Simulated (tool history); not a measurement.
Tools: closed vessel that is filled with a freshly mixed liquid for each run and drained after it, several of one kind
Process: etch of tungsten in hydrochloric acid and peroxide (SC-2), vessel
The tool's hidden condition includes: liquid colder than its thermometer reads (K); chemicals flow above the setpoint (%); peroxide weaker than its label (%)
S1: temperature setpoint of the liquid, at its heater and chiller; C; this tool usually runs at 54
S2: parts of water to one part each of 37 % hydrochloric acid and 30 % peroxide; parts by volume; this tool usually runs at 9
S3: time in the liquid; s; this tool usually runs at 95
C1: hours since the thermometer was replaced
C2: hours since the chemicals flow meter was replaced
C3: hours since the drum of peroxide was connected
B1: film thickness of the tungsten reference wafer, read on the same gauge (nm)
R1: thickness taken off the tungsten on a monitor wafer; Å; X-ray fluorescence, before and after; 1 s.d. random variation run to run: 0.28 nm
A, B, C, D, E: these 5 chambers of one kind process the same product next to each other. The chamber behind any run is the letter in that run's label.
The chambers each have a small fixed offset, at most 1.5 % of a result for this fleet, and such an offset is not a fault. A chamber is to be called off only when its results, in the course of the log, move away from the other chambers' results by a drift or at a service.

run 1B day=0.312 | S1=54 S2=9 S3=95 | C1=388.3 C2=1194.7 C3=34.1 | B1=30.002 | R1=294.14
run 2D day=0.721 | S1=54 S2=9 S3=95 | C1=1027.1 C2=749.8 C3=372.2 | B1=29.998 | R1=292.18
run 3A day=1.271 | S1=54 S2=9 S3=95 | C1=2244.1 C2=298.5 C3=633.4 | B1=30.011 | R1=289.88
run 4C day=1.617 | S1=54 S2=9 S3=95 | C1=1264.5 C2=1650.5 C3=192.6 | B1=29.978 | R1=296.15
run 5E day=2.096 | S1=54 S2=9 S3=95 | C1=704.2 C2=528.9 C3=97.8 | B1=30.025 | R1=302.35
-- day=2.183 chamber A: thermometer replaced
run 6A day=2.383 | S1=54 S2=9 S3=95 | C1=4.9 C2=325.2 C3=660.1 | B1=30.069 | R1=290.27
run 7C day=2.679 | S1=54 S2=9 S3=95 | C1=1290 C2=1676 C3=218.1 | B1=30.041 | R1=297.74
run 8B day=3.25 | S1=54 S2=9 S3=140 | C1=458.8 C2=1265.2 C3=104.6 | B1=29.991 | R1=434.69
-- day=3.442 chamber D: thermometer replaced
run 9E day=3.612 | S1=54 S2=9 S3=140 | C1=740.6 C2=565.3 C3=134.2 | B1=29.99 | R1=435.11
run 10D day=3.9 | S1=54 S2=9 S3=140 | C1=11 C2=826.1 C3=448.5 | B1=29.998 | R1=429.51
run 11C day=4.246 | S1=54 S2=9 S3=140 | C1=1327.6 C2=1713.6 C3=255.7 | B1=29.998 | R1=432.3
-- day=4.4 chamber A: new drum of peroxide connected
run 12A day=4.762 | S1=54 S2=9 S3=140 | C1=62 C2=382.3 C3=8.8 | B1=29.997 | R1=433.01
run 13D day=5.3 | S1=54 S2=9 S3=95 | C1=44.6 C2=859.7 C3=482.1 | B1=30.031 | R1=289.46
-- day=5.4 chamber B: thermometer replaced
run 14B day=5.704 | S1=54 S2=6 S3=70 | C1=7.4 C2=1324.1 C3=163.5 | B1=29.983 | R1=297.88
run 15E day=6.079 | S1=54 S2=6 S3=70 | C1=799.8 C2=624.5 C3=193.4 | B1=30.034 | R1=300.59
-- day=6.338 chamber C: chemicals flow meter replaced
run 16A day=6.642 | S1=54 S2=6 S3=70 | C1=107.1 C2=427.4 C3=53.9 | B1=30.018 | R1=293.88
run 17E day=7.104 | S1=54 S2=6 S3=70 | C1=824.4 C2=649.1 C3=218 | B1=29.993 | R1=302.2
run 18C day=7.525 | S1=54 S2=6 S3=70 | C1=1406.3 C2=28.5 C3=334.4 | B1=30.021 | R1=296.61
run 19B day=7.929 | S1=63 S2=9 S3=80 | C1=60.8 C2=1377.5 C3=216.9 | B1=29.971 | R1=437.23
run 20D day=8.217 | S1=63 S2=9 S3=80 | C1=114.6 C2=929.7 C3=552.1 | B1=29.996 | R1=434.67
run 21A day=8.554 | S1=63 S2=9 S3=80 | C1=153 C2=473.3 C3=99.8 | B1=29.963 | R1=434.86
run 22D day=8.817 | S1=63 S2=9 S3=80 | C1=129 C2=944.1 C3=566.5 | B1=30.03 | R1=436.41
run 23E day=9.217 | S1=63 S2=9 S3=80 | C1=875.1 C2=699.8 C3=268.7 | B1=29.99 | R1=444.41
run 24C day=9.742 | S1=54 S2=9 S3=95 | C1=1459.5 C2=81.7 C3=387.6 | B1=29.995 | R1=281.61
-- day=9.804 chamber D: new drum of peroxide connected
run 25B day=10.271 | S1=54 S2=9 S3=95 | C1=117 C2=1433.7 C3=273.1 | B1=30.003 | R1=293.82
run 26C day=10.729 | S1=54 S2=9 S3=95 | C1=1483.2 C2=105.4 C3=411.3 | B1=30.012 | R1=279.61
run 27B day=11.004 | S1=54 S2=9 S3=95 | C1=134.6 C2=1451.3 C3=290.7 | B1=30.005 | R1=296.65
run 28A day=11.358 | S1=54 S2=9 S3=95 | C1=220.3 C2=540.6 C3=167.1 | B1=29.992 | R1=295.23
run 29E day=11.85 | S1=54 S2=9 S3=95 | C1=938.3 C2=763 C3=331.9 | B1=29.989 | R1=300.85
run 30D day=12.283 | S1=54 S2=9 S3=95 | C1=212.2 C2=1027.3 C3=59.5 | B1=30.03 | R1=293.06
run 31B day=12.746 | S1=54 S2=9 S3=95 | C1=176.4 C2=1493.1 C3=332.5 | B1=30.024 | R1=293.76
-- day=12.85 chamber B: new drum of peroxide connected
run 32C day=13.258 | S1=54 S2=9 S3=95 | C1=1543.9 C2=166.1 C3=472 | B1=30.075 | R1=274.23
run 33E day=13.529 | S1=54 S2=9 S3=95 | C1=978.6 C2=803.3 C3=372.2 | B1=30.016 | R1=300.02
run 34D day=13.846 | S1=54 S2=9 S3=95 | C1=249.7 C2=1064.8 C3=97 | B1=30.008 | R1=291.12
-- day=13.879 chamber C: new drum of peroxide connected
run 35A day=14.108 | S1=54 S2=9 S3=95 | C1=286.3 C2=606.6 C3=233.1 | B1=30.049 | R1=288.86
run 36C day=14.492 | S1=54 S2=9 S3=95 | C1=1573.5 C2=195.7 C3=14.8 | B1=30.021 | R1=276.05
run 37D day=15.062 | S1=54 S2=9 S3=140 | C1=278.9 C2=1094 C3=126.2 | B1=30.075 | R1=426.45
run 38E day=15.312 | S1=54 S2=9 S3=140 | C1=1021.4 C2=846.1 C3=415 | B1=29.987 | R1=443.56
run 39B day=15.829 | S1=54 S2=9 S3=140 | C1=250.4 C2=1567.1 C3=71.5 | B1=30.006 | R1=435.2
run 40A day=16.117 | S1=54 S2=9 S3=140 | C1=334.5 C2=654.8 C3=281.3 | B1=29.991 | R1=430.24
run 41A day=16.508 | S1=54 S2=9 S3=140 | C1=343.9 C2=664.2 C3=290.7 | B1=30.053 | R1=430.16

One chamber off, gauge drift, or nothing amiss beyond the chambers' own small offsets? If it is a chamber, which one, and what is the likeliest cause?

Little by little, chamber C moves away from the other chambers.
Likeliest cause: liquid colder than its thermometer reads (K) = 1.17.

Chamber C could run next with any of the 4 candidate recipes listed below; each alters the usual settings, and their results appear as question marks. Which one brings its results back in line with what the other chambers deliver on the usual settings?
Counts as in line when no further than this from what the other chambers average on the usual settings: R1 9.9 Å
run 42C-1 day=16.925 | S1=53.5 S2=9 S3=90 | R1=?
run 42C-2 day=16.925 | S1=52 S2=9 S3=95 | R1=?
run 42C-3 day=16.925 | S1=54.5 S2=9 S3=100 | R1=?
run 42C-4 day=16.925 | S1=56 S2=9 S3=95 | R1=?

Average result of the remaining chambers running the usual settings: R1 294.43 Å
run=42C-1 R1=247.05
run=42C-2 R1=236.18
run=42C-3 R1=293.09
run=42C-4 R1=306.76
It is 42C-3 that realigns the chamber with its peers.
